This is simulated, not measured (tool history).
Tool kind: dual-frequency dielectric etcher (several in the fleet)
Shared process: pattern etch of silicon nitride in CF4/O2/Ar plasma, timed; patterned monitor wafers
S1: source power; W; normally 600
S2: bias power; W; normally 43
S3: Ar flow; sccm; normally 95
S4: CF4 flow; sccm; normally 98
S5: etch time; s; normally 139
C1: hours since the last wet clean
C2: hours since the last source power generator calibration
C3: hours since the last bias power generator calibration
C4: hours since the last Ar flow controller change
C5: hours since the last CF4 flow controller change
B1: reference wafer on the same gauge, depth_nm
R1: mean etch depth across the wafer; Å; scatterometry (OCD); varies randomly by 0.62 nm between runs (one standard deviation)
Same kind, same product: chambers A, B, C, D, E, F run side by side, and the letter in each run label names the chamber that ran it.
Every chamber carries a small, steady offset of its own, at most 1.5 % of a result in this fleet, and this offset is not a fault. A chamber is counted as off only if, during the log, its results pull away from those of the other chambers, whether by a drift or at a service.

-- day=0.304 chamber C: Ar flow controller replaced
run 1A day=0.358 | S1=600 S2=43 S3=95 S4=98 S5=139 | C1=214.2 C2=395.2 C3=2849.5 C4=174.8 C5=2082.2 | B1=274.89 | R1=2927.8
run 2F day=0.808 | S1=600 S2=43 S3=95 S4=98 S5=139 | C1=33.5 C2=3164.8 C3=738 C4=3678.3 C5=839.3 | B1=274.96 | R1=2957.7
run 3D day=1.217 | S1=600 S2=43 S3=95 S4=98 S5=139 | C1=170.7 C2=1546.6 C3=299.4 C4=642 C5=5876.9 | B1=275.05 | R1=2947.6
run 4B day=1.533 | S1=600 S2=43 S3=95 S4=98 S5=139 | C1=200.5 C2=171.4 C3=3352.5 C4=1159.2 C5=779.5 | B1=275.19 | R1=2937.5
run 5C day=1.783 | S1=600 S2=43 S3=95 S4=98 S5=139 | C1=132.8 C2=422.3 C3=408.5 C4=35.5 C5=1944.7 | B1=275.1 | R1=2908.8
run 6E day=2.15 | S1=600 S2=43 S3=95 S4=98 S5=139 | C1=401.5 C2=3650.8 C3=307.5 C4=705 C5=3297.1 | B1=275 | R1=2969.9
run 7B day=2.417 | S1=600 S2=43 S3=95 S4=98 S5=139 | C1=221.7 C2=192.6 C3=3373.7 C4=1180.4 C5=800.7 | B1=274.96 | R1=2942.3
run 8D day=2.804 | S1=600 S2=43 S3=108 S4=98 S5=157 | C1=208.8 C2=1584.7 C3=337.5 C4=680.1 C5=5915 | B1=274.85 | R1=3291
run 9F day=3.317 | S1=600 S2=43 S3=108 S4=98 S5=157 | C1=93.7 C2=3225 C3=798.2 C4=3738.5 C5=899.5 | B1=274.96 | R1=3282.8
run 10C day=3.738 | S1=600 S2=43 S3=108 S4=98 S5=157 | C1=179.7 C2=469.2 C3=455.4 C4=82.4 C5=1991.6 | B1=274.96 | R1=3231.4
run 11A day=3.971 | S1=600 S2=43 S3=108 S4=98 S5=157 | C1=300.9 C2=481.9 C3=2936.2 C4=261.5 C5=2168.9 | B1=275 | R1=3253.3
run 12E day=4.354 | S1=600 S2=43 S3=108 S4=98 S5=157 | C1=454.4 C2=3703.7 C3=360.4 C4=757.9 C5=3350 | B1=274.96 | R1=3295.4
run 13E day=4.758 | S1=600 S2=43 S3=108 S4=98 S5=157 | C1=464.1 C2=3713.4 C3=370.1 C4=767.6 C5=3359.7 | B1=274.92 | R1=3294.4
run 14B day=5.242 | S1=600 S2=43 S3=95 S4=98 S5=139 | C1=289.5 C2=260.4 C3=3441.5 C4=1248.2 C5=868.5 | B1=274.95 | R1=2946.8
run 15F day=5.617 | S1=600 S2=43 S3=95 S4=98 S5=139 | C1=148.9 C2=3280.2 C3=853.4 C4=3793.7 C5=954.7 | B1=275.11 | R1=2945.7
run 16D day=5.912 | S1=600 S2=43 S3=95 S4=98 S5=139 | C1=283.4 C2=1659.3 C3=412.1 C4=754.7 C5=5989.6 | B1=274.89 | R1=2965.2
run 17A day=6.362 | S1=600 S2=43 S3=95 S4=98 S5=139 | C1=358.3 C2=539.3 C3=2993.6 C4=318.9 C5=2226.3 | B1=275.02 | R1=2917.1
run 18C day=6.608 | S1=600 S2=43 S3=95 S4=98 S5=139 | C1=248.6 C2=538.1 C3=524.3 C4=151.3 C5=2060.5 | B1=275.04 | R1=2919.6
run 19D day=6.975 | S1=600 S2=43 S3=95 S4=98 S5=139 | C1=308.9 C2=1684.8 C3=437.6 C4=780.2 C5=6015.1 | B1=275.01 | R1=2956.3
run 20B day=7.279 | S1=600 S2=43 S3=95 S4=98 S5=139 | C1=338.4 C2=309.3 C3=3490.4 C4=1297.1 C5=917.4 | B1=275.06 | R1=2942.7
run 21A day=7.775 | S1=600 S2=43 S3=95 S4=98 S5=139 | C1=392.2 C2=573.2 C3=3027.5 C4=352.8 C5=2260.2 | B1=274.9 | R1=2927.9
run 22C day=8.054 | S1=600 S2=43 S3=95 S4=98 S5=139 | C1=283.3 C2=572.8 C3=559 C4=186 C5=2095.2 | B1=275.08 | R1=2916.6
-- day=8.125 chamber F: Ar flow controller replaced
run 23E day=8.371 | S1=540 S2=50 S3=95 S4=98 S5=139 | C1=550.8 C2=3800.1 C3=456.8 C4=854.3 C5=3446.4 | B1=274.98 | R1=2864.6
-- day=8.429 chamber E: wet clean of the chamber
-- day=8.571 chamber D: wet clean of the chamber
run 24F day=8.617 | S1=540 S2=50 S3=95 S4=98 S5=139 | C1=220.9 C2=3352.2 C3=925.4 C4=11.9 C5=1026.7 | B1=275.01 | R1=2831
run 25D day=9.062 | S1=540 S2=50 S3=95 S4=98 S5=139 | C1=11.8 C2=1734.9 C3=487.7 C4=830.3 C5=6065.2 | B1=274.94 | R1=2845.3
run 26B day=9.562 | S1=540 S2=50 S3=95 S4=98 S5=139 | C1=393.2 C2=364.1 C3=3545.2 C4=1351.9 C5=972.2 | B1=275.11 | R1=2836.9
run 27F day=9.817 | S1=540 S2=50 S3=95 S4=98 S5=139 | C1=249.7 C2=3381 C3=954.2 C4=40.7 C5=1055.5 | B1=274.86 | R1=2845.3
-- day=10.171 chamber F: source power generator calibrated
-- day=10.183 chamber D: CF4 flow controller replaced
run 28E day=10.225 | S1=540 S2=50 S3=95 S4=98 S5=139 | C1=43.2 C2=3844.6 C3=501.3 C4=898.8 C5=3490.9 | B1=274.97 | R1=2858.1
run 29C day=10.662 | S1=600 S2=43 S3=95 S4=98 S5=139 | C1=345.9 C2=635.4 C3=621.6 C4=248.6 C5=2157.8 | B1=275.03 | R1=2917.1
run 30A day=11.075 | S1=600 S2=43 S3=95 S4=98 S5=139 | C1=471.4 C2=652.4 C3=3106.7 C4=432 C5=2339.4 | B1=275 | R1=2940.3
run 31D day=11.458 | S1=600 S2=43 S3=95 S4=98 S5=139 | C1=69.3 C2=1792.4 C3=545.2 C4=887.8 C5=30.7 | B1=274.92 | R1=2972.2
run 32F day=11.808 | S1=600 S2=43 S3=95 S4=98 S5=156.5 | C1=297.5 C2=39.3 C3=1002 C4=88.5 C5=1103.3 | B1=275.11 | R1=3324.3
run 33E day=12.067 | S1=600 S2=43 S3=95 S4=98 S5=156.5 | C1=87.4 C2=3888.8 C3=545.5 C4=943 C5=3535.1 | B1=275.04 | R1=3342.7
run 34A day=12.388 | S1=600 S2=43 S3=95 S4=98 S5=156.5 | C1=502.9 C2=683.9 C3=3138.2 C4=463.5 C5=2370.9 | B1=275.09 | R1=3298.3
run 35C day=12.871 | S1=600 S2=43 S3=95 S4=98 S5=156.5 | C1=398.9 C2=688.4 C3=674.6 C4=301.6 C5=2210.8 | B1=275.03 | R1=3283
run 36B day=13.321 | S1=600 S2=43 S3=95 S4=98 S5=156.5 | C1=483.4 C2=454.3 C3=3635.4 C4=1442.1 C5=1062.4 | B1=274.97 | R1=3311.5
run 37C day=13.829 | S1=600 S2=43 S3=95 S4=98 S5=156.5 | C1=421.9 C2=711.4 C3=697.6 C4=324.6 C5=2233.8 | B1=274.95 | R1=3288.9

All 6 chambers run these settings next. Forecast each chamber's results:
run 38A day=14.196 | S1=600 S2=43 S3=77 S4=98 S5=139 | R1=?
run 38B day=14.196 | S1=600 S2=43 S3=77 S4=98 S5=139 | R1=?
run 38C day=14.196 | S1=600 S2=43 S3=77 S4=98 S5=139 | R1=?
run 38D day=14.196 | S1=600 S2=43 S3=77 S4=98 S5=139 | R1=?
run 38E day=14.196 | S1=600 S2=43 S3=77 S4=98 S5=139 | R1=?
run 38F day=14.196 | S1=600 S2=43 S3=77 S4=98 S5=139 | R1=?

run=38A R1=3016.5
run=38B R1=3027
run=38C R1=2998.9
run=38D R1=3041.3
run=38E R1=3051.5
run=38F R1=3033.1
